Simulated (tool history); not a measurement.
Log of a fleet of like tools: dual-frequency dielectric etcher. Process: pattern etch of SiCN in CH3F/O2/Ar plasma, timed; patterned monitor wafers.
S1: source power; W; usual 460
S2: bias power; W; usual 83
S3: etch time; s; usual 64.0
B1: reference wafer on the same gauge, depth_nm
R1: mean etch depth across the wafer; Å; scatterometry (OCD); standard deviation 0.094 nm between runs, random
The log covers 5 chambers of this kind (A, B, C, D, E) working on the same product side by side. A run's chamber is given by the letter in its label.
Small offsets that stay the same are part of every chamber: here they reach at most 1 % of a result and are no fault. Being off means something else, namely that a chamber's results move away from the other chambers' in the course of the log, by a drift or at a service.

| run | hour | S1 | S2 | S3 | B1 | R1 |
|---|---|---|---|---|---|---|
| 1E | 4.3 | 460 | 83 | 64.0 | 24.626 | 264.53 |
| 2C | 8.6 | 460 | 83 | 64.0 | 24.605 | 267.85 |
| 3B | 13.4 | 460 | 83 | 64.0 | 24.594 | 264.43 |
| 4D | 18.1 | 460 | 83 | 64.0 | 24.603 | 268.08 |
| 5A | 22.5 | 460 | 83 | 64.0 | 24.629 | 265.82 |
| 6B | 27.3 | 460 | 83 | 64.0 | 24.615 | 264.28 |
| 7C | 30.2 | 460 | 90 | 73.0 | 24.608 | 316.12 |
| 8E | 33.7 | 460 | 90 | 73.0 | 24.614 | 310.80 |
| 9A | 37.7 | 460 | 90 | 73.0 | 24.586 | 311.68 |
| 10D | 43.6 | 460 | 90 | 73.0 | 24.583 | 315.30 |
| 11A | 49.7 | 460 | 90 | 73.0 | 24.598 | 309.42 |
| 12D | 53.2 | 460 | 83 | 64.0 | 24.620 | 266.78 |
| 13B | 56.5 | 460 | 83 | 64.0 | 24.603 | 265.78 |
| 14E | 62.0 | 460 | 83 | 64.0 | 24.592 | 263.82 |
| 15C | 66.2 | 460 | 83 | 64.0 | 24.595 | 268.13 |
| 16C | 71.8 | 460 | 83 | 64.0 | 24.586 | 267.32 |
|  | 73.4 | chamber A: wet clean of the chamber |
| 17D | 75.0 | 460 | 83 | 64.0 | 24.606 | 265.21 |
| 18B | 80.2 | 460 | 83 | 64.0 | 24.609 | 264.95 |
| 19A | 86.2 | 460 | 83 | 64.0 | 24.595 | 263.57 |
| 20E | 90.4 | 460 | 83 | 64.0 | 24.586 | 262.99 |
|  | 95.7 | chamber B: wet clean of the chamber |
| 21E | 96.0 | 460 | 83 | 64.0 | 24.596 | 261.62 |
| 22B | 102.5 | 460 | 83 | 64.0 | 24.602 | 265.13 |
| 23C | 108.0 | 460 | 83 | 64.0 | 24.615 | 267.73 |
| 24D | 111.6 | 460 | 83 | 64.0 | 24.608 | 267.24 |
| 25A | 117.1 | 460 | 83 | 64.0 | 24.596 | 264.46 |
| 26D | 120.3 | 460 | 83 | 46.5 | 24.600 | 194.32 |
| 27A | 125.3 | 460 | 83 | 46.5 | 24.599 | 191.14 |
| 28B | 130.3 | 460 | 83 | 46.5 | 24.587 | 192.54 |
| 29C | 136.3 | 460 | 83 | 46.5 | 24.604 | 195.31 |
| 30E | 140.0 | 460 | 83 | 46.5 | 24.569 | 188.19 |
| 31A | 144.7 | 460 | 83 | 64.0 | 24.591 | 264.99 |
| 32B | 149.1 | 460 | 83 | 64.0 | 24.631 | 262.70 |
| 33D | 153.9 | 460 | 83 | 64.0 | 24.577 | 266.02 |
| 34E | 158.4 | 460 | 83 | 64.0 | 24.600 | 258.09 |
| 35C | 164.0 | 460 | 83 | 64.0 | 24.607 | 267.99 |
| 36E | 167.1 | 460 | 83 | 64.0 | 24.588 | 258.19 |
| 37C | 170.3 | 460 | 83 | 64.0 | 24.610 | 268.57 |
| 38D | 176.3 | 460 | 83 | 64.0 | 24.601 | 268.65 |
| 39B | 182.4 | 460 | 83 | 64.0 | 24.595 | 265.24 |
| 40A | 188.1 | 460 | 83 | 76.5 | 24.611 | 315.41 |
| 41E | 191.9 | 460 | 83 | 76.5 | 24.582 | 307.46 |

Each of the 5 chambers runs these same settings next. Fill in every chamber's results:
| 42A | 196.5 | 460 | 83 | 64.0 |  | ? |
| 42B | 196.5 | 460 | 83 | 64.0 |  | ? |
| 42C | 196.5 | 460 | 83 | 64.0 |  | ? |
| 42D | 196.5 | 460 | 83 | 64.0 |  | ? |
| 42E | 196.5 | 460 | 83 | 64.0 |  | ? |

| run | R1 |
|---|---|
| 42A | 264.62 |
| 42B | 264.36 |
| 42C | 267.93 |
| 42D | 267.37 |
| 42E | 256.26 |
